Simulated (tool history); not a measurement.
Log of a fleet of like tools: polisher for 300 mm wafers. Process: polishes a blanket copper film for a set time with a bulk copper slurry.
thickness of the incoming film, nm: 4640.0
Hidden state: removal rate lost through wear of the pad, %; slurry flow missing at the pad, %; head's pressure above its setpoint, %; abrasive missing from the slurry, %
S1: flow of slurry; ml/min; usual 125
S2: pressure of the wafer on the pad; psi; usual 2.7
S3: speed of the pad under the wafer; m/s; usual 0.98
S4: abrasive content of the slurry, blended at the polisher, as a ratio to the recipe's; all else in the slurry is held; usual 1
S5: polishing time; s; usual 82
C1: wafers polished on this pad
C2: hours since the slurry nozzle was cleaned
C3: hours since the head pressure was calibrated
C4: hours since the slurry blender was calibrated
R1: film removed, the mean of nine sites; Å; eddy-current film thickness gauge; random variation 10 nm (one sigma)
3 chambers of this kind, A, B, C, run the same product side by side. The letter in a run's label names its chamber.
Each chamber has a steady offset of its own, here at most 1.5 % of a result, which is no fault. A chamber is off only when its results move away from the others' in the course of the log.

| run | hour | S1 | S2 | S3 | S4 | S5 | C1 | C2 | C3 | C4 | R1 |
|---|---|---|---|---|---|---|---|---|---|---|---|
|  | 6.0 | chamber B: slurry blender recalibrated |
| 1C | 6.4 | 125 | 2.7 | 0.98 | 1 | 82 | 1465 | 75.1 | 306.8 | 103.0 | 7794.5 |
| 2B | 13.6 | 125 | 2.7 | 0.98 | 1 | 82 | 570 | 138.4 | 156.1 | 7.7 | 7891.4 |
| 3A | 19.7 | 125 | 2.7 | 0.98 | 1 | 82 | 487 | 689.0 | 284.1 | 272.6 | 7919.7 |
|  | 20.1 | chamber C: worn pad replaced by a new one |
| 4C | 23.0 | 125 | 2.7 | 0.98 | 1 | 82 | 38 | 91.7 | 323.4 | 119.6 | 7582.0 |
| 5B | 27.1 | 125 | 2.7 | 0.98 | 1 | 82 | 745 | 151.9 | 169.6 | 21.2 | 7743.4 |
| 6A | 31.5 | 125 | 2.7 | 0.98 | 1 | 82 | 640 | 700.8 | 295.9 | 284.4 | 7844.8 |
| 7A | 34.7 | 150 | 2.7 | 0.98 | 1 | 82 | 682 | 704.0 | 299.1 | 287.6 | 8144.7 |
| 8C | 38.9 | 150 | 2.7 | 0.98 | 1 | 82 | 244 | 107.6 | 339.3 | 135.5 | 7868.8 |
| 9B | 44.0 | 150 | 2.7 | 0.98 | 1 | 82 | 964 | 168.8 | 186.5 | 38.1 | 7911.4 |
|  | 45.5 | chamber B: worn pad replaced by a new one |
| 10B | 48.4 | 125 | 2.7 | 0.98 | 1 | 82 | 37 | 173.2 | 190.9 | 42.5 | 7861.4 |
|  | 51.8 | chamber C: slurry blender recalibrated |
| 11C | 54.0 | 125 | 2.7 | 0.98 | 1 | 82 | 439 | 122.7 | 354.4 | 2.3 | 7473.9 |
|  | 59.8 | chamber A: slurry nozzle cleaned |
| 12A | 60.3 | 125 | 2.7 | 0.98 | 1 | 82 | 1013 | 0.5 | 324.7 | 313.2 | 7797.9 |
|  | 61.8 | chamber A: worn pad replaced by a new one |
| 13A | 66.1 | 125 | 2.7 | 0.98 | 1 | 82 | 56 | 6.3 | 330.5 | 319.0 | 7827.1 |
| 14B | 70.9 | 125 | 2.7 | 0.98 | 1 | 82 | 329 | 195.7 | 213.4 | 65.0 | 7697.8 |
| 15C | 77.7 | 125 | 2.7 | 0.98 | 1 | 82 | 746 | 146.4 | 378.1 | 26.0 | 7512.7 |
| 16B | 82.4 | 125 | 2.7 | 0.98 | 1 | 82 | 478 | 207.2 | 224.9 | 76.5 | 7940.2 |
| 17A | 86.3 | 125 | 2.7 | 0.98 | 1 | 82 | 318 | 26.5 | 350.7 | 339.2 | 7935.2 |
| 18C | 92.3 | 125 | 2.7 | 0.98 | 1 | 82 | 935 | 161.0 | 392.7 | 40.6 | 7162.5 |
| 19B | 96.9 | 125 | 2.7 | 0.98 | 1 | 82 | 666 | 221.7 | 239.4 | 91.0 | 7819.9 |
|  | 102.3 | chamber C: head pressure recalibrated |
| 20C | 103.3 | 125 | 2.7 | 0.98 | 1 | 82 | 1078 | 172.0 | 1.1 | 51.6 | 7076.6 |
| 21A | 106.8 | 125 | 2.7 | 0.98 | 1 | 82 | 583 | 47.0 | 371.2 | 359.7 | 7603.0 |
| 22B | 112.4 | 125 | 2.7 | 0.98 | 1 | 82 | 866 | 237.2 | 254.9 | 106.5 | 7841.6 |
| 23C | 117.4 | 125 | 2.7 | 0.98 | 1 | 82 | 1260 | 186.1 | 15.2 | 65.7 | 6880.4 |
| 24A | 122.7 | 125 | 2.7 | 0.98 | 1 | 82 | 789 | 62.9 | 387.1 | 375.6 | 7849.9 |
| 25A | 126.8 | 125 | 2.7 | 0.98 | 1 | 82 | 842 | 67.0 | 391.2 | 379.7 | 7998.4 |
|  | 128.7 | chamber C: worn pad replaced by a new one |
| 26C | 132.3 | 125 | 2.7 | 0.98 | 1 | 82 | 47 | 201.0 | 30.1 | 80.6 | 6882.2 |

All 3 chambers run these settings next. Forecast each chamber's results:
| 27A | 137.5 | 125 | 2.7 | 0.98 | 1 | 104 |  |  |  |  | ? |
| 27B | 137.5 | 125 | 2.7 | 0.98 | 1 | 104 |  |  |  |  | ? |
| 27C | 137.5 | 125 | 2.7 | 0.98 | 1 | 104 |  |  |  |  | ? |

| run | R1 |
|---|---|
| 27A | 9819.9 |
| 27B | 10014.0 |
| 27C | 8363.1 |
